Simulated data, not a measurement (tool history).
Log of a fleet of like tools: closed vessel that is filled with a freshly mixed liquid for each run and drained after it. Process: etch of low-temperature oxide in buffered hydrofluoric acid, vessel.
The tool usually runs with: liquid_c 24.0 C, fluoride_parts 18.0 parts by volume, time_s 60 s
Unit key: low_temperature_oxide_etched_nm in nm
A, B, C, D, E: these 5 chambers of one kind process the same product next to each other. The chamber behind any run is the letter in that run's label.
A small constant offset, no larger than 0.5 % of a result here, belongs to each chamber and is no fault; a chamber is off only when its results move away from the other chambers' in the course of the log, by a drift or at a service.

| run | hour | liquid_c | fluoride_parts | time_s | hours since the thermometer was replaced | hours since the hydrofluoric acid flow meter was replaced | read-back film thickness of the low-temperature oxide reference wafer, read on the same gauge (nm) | low_temperature_oxide_etched_nm |
|---|---|---|---|---|---|---|---|---|
| 1A | 6.7 | 24.0 | 18.0 | 60 | 1215.5 | 96.7 | 110.03 | 75.354 |
| 2D | 14.5 | 24.0 | 18.0 | 60 | 278.2 | 466.2 | 109.99 | 75.892 |
| 3B | 24.6 | 24.0 | 18.0 | 60 | 842.0 | 845.0 | 110.03 | 73.895 |
| 4E | 33.6 | 24.0 | 18.0 | 60 | 312.7 | 868.9 | 110.01 | 73.860 |
| 5C | 44.4 | 24.0 | 18.0 | 60 | 809.6 | 1374.1 | 109.99 | 74.401 |
| 6E | 50.6 | 24.0 | 18.0 | 60 | 329.7 | 885.9 | 109.98 | 74.540 |
| 7A | 55.7 | 20.5 | 23.5 | 60 | 1264.5 | 145.7 | 110.01 | 49.492 |
| 8B | 66.2 | 20.5 | 23.5 | 60 | 883.6 | 886.6 | 110.00 | 49.623 |
| 9D | 72.7 | 20.5 | 23.5 | 60 | 336.4 | 524.4 | 110.00 | 49.940 |
| 10C | 78.1 | 20.5 | 23.5 | 60 | 843.3 | 1407.8 | 110.01 | 49.745 |
|  | 84.7 | chamber B: hydrofluoric acid flow meter replaced |
| 11A | 88.8 | 20.5 | 23.5 | 60 | 1297.6 | 178.8 | 110.01 | 49.120 |
| 12C | 99.1 | 24.0 | 18.0 | 60 | 864.3 | 1428.8 | 110.02 | 74.473 |
| 13B | 104.6 | 24.0 | 18.0 | 60 | 922.0 | 19.9 | 110.02 | 75.773 |
| 14D | 112.4 | 24.0 | 18.0 | 60 | 376.1 | 564.1 | 109.99 | 75.506 |
| 15E | 120.9 | 24.0 | 18.0 | 60 | 400.0 | 956.2 | 110.00 | 74.061 |
| 16C | 132.0 | 21.5 | 25.0 | 60 | 897.2 | 1461.7 | 110.02 | 50.038 |
| 17A | 142.0 | 21.5 | 25.0 | 60 | 1350.8 | 232.0 | 110.02 | 50.511 |
| 18E | 151.3 | 21.5 | 25.0 | 60 | 430.4 | 986.6 | 109.99 | 50.123 |
| 19B | 161.2 | 21.5 | 25.0 | 60 | 978.6 | 76.5 | 110.04 | 52.184 |
| 20D | 169.6 | 21.5 | 25.0 | 60 | 433.3 | 621.3 | 110.00 | 50.445 |
| 21E | 175.0 | 24.0 | 18.0 | 60 | 454.1 | 1010.3 | 110.00 | 75.327 |
| 22C | 184.4 | 24.0 | 18.0 | 60 | 949.6 | 1514.1 | 110.00 | 74.515 |
| 23D | 194.1 | 24.0 | 18.0 | 60 | 457.8 | 645.8 | 110.02 | 75.360 |
| 24B | 199.1 | 24.0 | 18.0 | 60 | 1016.5 | 114.4 | 110.01 | 79.013 |
| 25A | 204.2 | 24.0 | 18.0 | 60 | 1413.0 | 294.2 | 110.01 | 74.311 |
| 26C | 213.0 | 24.0 | 18.0 | 60 | 978.2 | 1542.7 | 110.00 | 74.438 |
| 27D | 219.9 | 24.0 | 22.0 | 60 | 483.6 | 671.6 | 109.99 | 64.004 |
| 28A | 229.9 | 24.0 | 22.0 | 60 | 1438.7 | 319.9 | 110.01 | 63.631 |
| 29B | 234.7 | 24.0 | 22.0 | 60 | 1052.1 | 150.0 | 110.00 | 69.034 |
| 30E | 245.0 | 24.0 | 22.0 | 60 | 524.1 | 1080.3 | 109.98 | 63.631 |
|  | 250.1 | chamber C: hydrofluoric acid flow meter replaced |
| 31B | 254.6 | 24.0 | 22.0 | 60 | 1072.0 | 169.9 | 110.01 | 69.943 |
| 32E | 261.9 | 22.0 | 18.0 | 40 | 541.0 | 1097.2 | 110.00 | 44.947 |
| 33C | 268.1 | 22.0 | 18.0 | 40 | 1033.3 | 18.0 | 110.00 | 44.602 |
| 34A | 276.5 | 22.0 | 18.0 | 40 | 1485.3 | 366.5 | 110.01 | 44.900 |
| 35D | 281.4 | 22.0 | 18.0 | 40 | 545.1 | 733.1 | 110.01 | 45.161 |
| 36B | 287.9 | 22.0 | 18.0 | 40 | 1105.3 | 203.2 | 110.00 | 49.374 |
| 37C | 292.8 | 24.0 | 18.0 | 60 | 1058.0 | 42.7 | 110.00 | 75.740 |
| 38E | 300.4 | 24.0 | 18.0 | 60 | 579.5 | 1135.7 | 110.01 | 73.551 |
| 39D | 309.2 | 24.0 | 18.0 | 60 | 572.9 | 760.9 | 110.01 | 75.398 |
| 40A | 314.1 | 24.0 | 18.0 | 60 | 1522.9 | 404.1 | 109.99 | 73.193 |

Is one chamber out of step, is the gauge drifting, or do the chambers differ by no more than their own small offsets? For an off chamber, give its letter and the likeliest cause.

One chamber, B, drifts off from the rest bit by bit.
Most likely cause: liquid hotter than its thermometer reads (K) = 2.05.

Chamber B could run next with any of the 4 candidate recipes listed below; each alters the usual settings, and their results appear as question marks. Which one brings its results back in line with what the other chambers deliver on the usual settings?
A result is in line if it is within this distance of the other chambers' mean on the usual settings: low_temperature_oxide_etched_nm 2.400 nm
| 41B-1 | 322.1 | 24.0 | 17.0 | 70 |  |  |  | ? |
| 41B-2 | 322.1 | 24.0 | 17.5 | 65 |  |  |  | ? |
| 41B-3 | 322.1 | 24.0 | 18.5 | 55 |  |  |  | ? |
| 41B-4 | 322.1 | 20.0 | 18.0 | 60 |  |  |  | ? |

What the other chambers average on the usual settings: low_temperature_oxide_etched_nm 75.012 nm
| run | low_temperature_oxide_etched_nm |
|---|---|
| 41B-1 | 102.560 |
| 41B-2 | 92.599 |
| 41B-3 | 74.243 |
| 41B-4 | 66.835 |
It is 41B-3 that realigns the chamber with its peers.

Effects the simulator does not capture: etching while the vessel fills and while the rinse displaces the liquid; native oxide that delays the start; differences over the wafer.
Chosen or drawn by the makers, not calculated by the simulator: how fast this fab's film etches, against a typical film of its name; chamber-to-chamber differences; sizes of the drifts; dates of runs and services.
